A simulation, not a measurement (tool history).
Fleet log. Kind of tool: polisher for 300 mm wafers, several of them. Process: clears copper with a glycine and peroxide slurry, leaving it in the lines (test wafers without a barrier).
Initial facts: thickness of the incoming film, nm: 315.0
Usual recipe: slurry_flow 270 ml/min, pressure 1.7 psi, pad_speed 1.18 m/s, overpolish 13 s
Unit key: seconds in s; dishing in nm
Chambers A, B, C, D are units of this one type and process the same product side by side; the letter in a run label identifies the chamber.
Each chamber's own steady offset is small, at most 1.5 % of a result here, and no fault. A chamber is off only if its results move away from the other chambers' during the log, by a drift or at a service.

Run 1D, hour 4.7: usual settings. Result: seconds 75.729 s, dishing 36.730 nm.
At hour 10.4: chamber B: slurry nozzle cleaned.
At hour 11.2: chamber C: worn pad replaced by a new one.
Run 2C, hour 13.5: usual settings. Result: seconds 76.145 s, dishing 36.009 nm.
Run 3B, hour 20.6: usual settings. Result: seconds 75.940 s, dishing 37.805 nm.
Run 4A, hour 25.6: usual settings. Result: seconds 76.722 s, dishing 37.015 nm.
Run 5B, hour 32.8: usual settings. Result: seconds 75.930 s, dishing 37.825 nm.
Run 6D, hour 40.4: usual settings. Result: seconds 77.686 s, dishing 37.191 nm.
At hour 43.0: chamber A: worn pad replaced by a new one.
Run 7C, hour 45.5: usual settings. Result: seconds 74.294 s, dishing 37.010 nm.
Run 8A, hour 50.2: usual settings. Result: seconds 75.353 s, dishing 37.656 nm.
Run 9A, hour 57.9: usual settings but pad_speed 0.82 m/s, overpolish 19 s. Result: seconds 101.940 s, dishing 41.511 nm.
Run 10C, hour 64.0: usual settings but pad_speed 0.82 m/s, overpolish 19 s. Result: seconds 100.420 s, dishing 41.604 nm.
At hour 68.1: chamber D: worn pad replaced by a new one.
Run 11B, hour 68.2: usual settings but pad_speed 0.82 m/s, overpolish 19 s. Result: seconds 100.530 s, dishing 41.555 nm.
Run 12D, hour 73.2: usual settings but pad_speed 0.82 m/s, overpolish 19 s. Result: seconds 99.661 s, dishing 41.255 nm.
Run 13B, hour 80.3: usual settings but slurry_flow 360 ml/min, overpolish 7 s. Result: seconds 76.584 s, dishing 22.515 nm.
Run 14D, hour 88.6: usual settings but slurry_flow 360 ml/min, overpolish 7 s. Result: seconds 73.858 s, dishing 22.267 nm.
Run 15C, hour 93.0: usual settings but slurry_flow 360 ml/min, overpolish 7 s. Result: seconds 74.722 s, dishing 21.658 nm.
Run 16A, hour 98.3: usual settings but slurry_flow 360 ml/min, overpolish 7 s. Result: seconds 76.680 s, dishing 21.665 nm.
Run 17B, hour 103.5: usual settings but pad_speed 1.04 m/s. Result: seconds 84.907 s, dishing 34.732 nm.
Run 18A, hour 108.2: usual settings but pad_speed 1.04 m/s. Result: seconds 85.802 s, dishing 35.315 nm.
Run 19C, hour 114.7: usual settings but pad_speed 1.04 m/s. Result: seconds 82.586 s, dishing 33.746 nm.
Run 20D, hour 121.6: usual settings but pad_speed 1.04 m/s. Result: seconds 84.059 s, dishing 34.336 nm.
At hour 121.8: chamber A: worn pad replaced by a new one.
Run 21C, hour 126.9: usual settings. Result: seconds 78.283 s, dishing 37.856 nm.
At hour 132.2: chamber C: worn pad replaced by a new one.
Run 22B, hour 132.8: usual settings. Result: seconds 75.681 s, dishing 37.035 nm.
Run 23D, hour 140.4: usual settings. Result: seconds 75.055 s, dishing 37.232 nm.
Run 24A, hour 146.7: usual settings. Result: seconds 79.343 s, dishing 35.354 nm.
Run 25D, hour 151.8: usual settings. Result: seconds 76.586 s, dishing 37.908 nm.
At hour 154.0: chamber D: worn pad replaced by a new one.
Run 26B, hour 156.1: usual settings. Result: seconds 75.184 s, dishing 37.681 nm.
Run 27C, hour 160.3: usual settings. Result: seconds 75.597 s, dishing 37.491 nm.
Run 28A, hour 164.3: usual settings. Result: seconds 76.010 s, dishing 36.520 nm.
At hour 167.7: chamber B: worn pad replaced by a new one.
Run 29B, hour 171.3: usual settings. Result: seconds 75.971 s, dishing 37.536 nm.
Run 30D, hour 178.8: usual settings. Result: seconds 75.052 s, dishing 36.866 nm.
Run 31C, hour 186.1: usual settings. Result: seconds 78.073 s, dishing 35.644 nm.

Next, all 4 chambers run the settings below, one line each with question marks for the results. What does each chamber give?
Run 32A, hour 192.5: usual settings but slurry_flow 230 ml/min. Result: seconds ?, dishing ?.
Run 32B, hour 192.5: usual settings but slurry_flow 230 ml/min. Result: seconds ?, dishing ?.
Run 32C, hour 192.5: usual settings but slurry_flow 230 ml/min. Result: seconds ?, dishing ?.
Run 32D, hour 192.5: usual settings but slurry_flow 230 ml/min. Result: seconds ?, dishing ?.

run  seconds  dishing
32A   78.961   37.110
32B   78.017   37.830
32C   76.785   37.185
32D   77.580   37.501

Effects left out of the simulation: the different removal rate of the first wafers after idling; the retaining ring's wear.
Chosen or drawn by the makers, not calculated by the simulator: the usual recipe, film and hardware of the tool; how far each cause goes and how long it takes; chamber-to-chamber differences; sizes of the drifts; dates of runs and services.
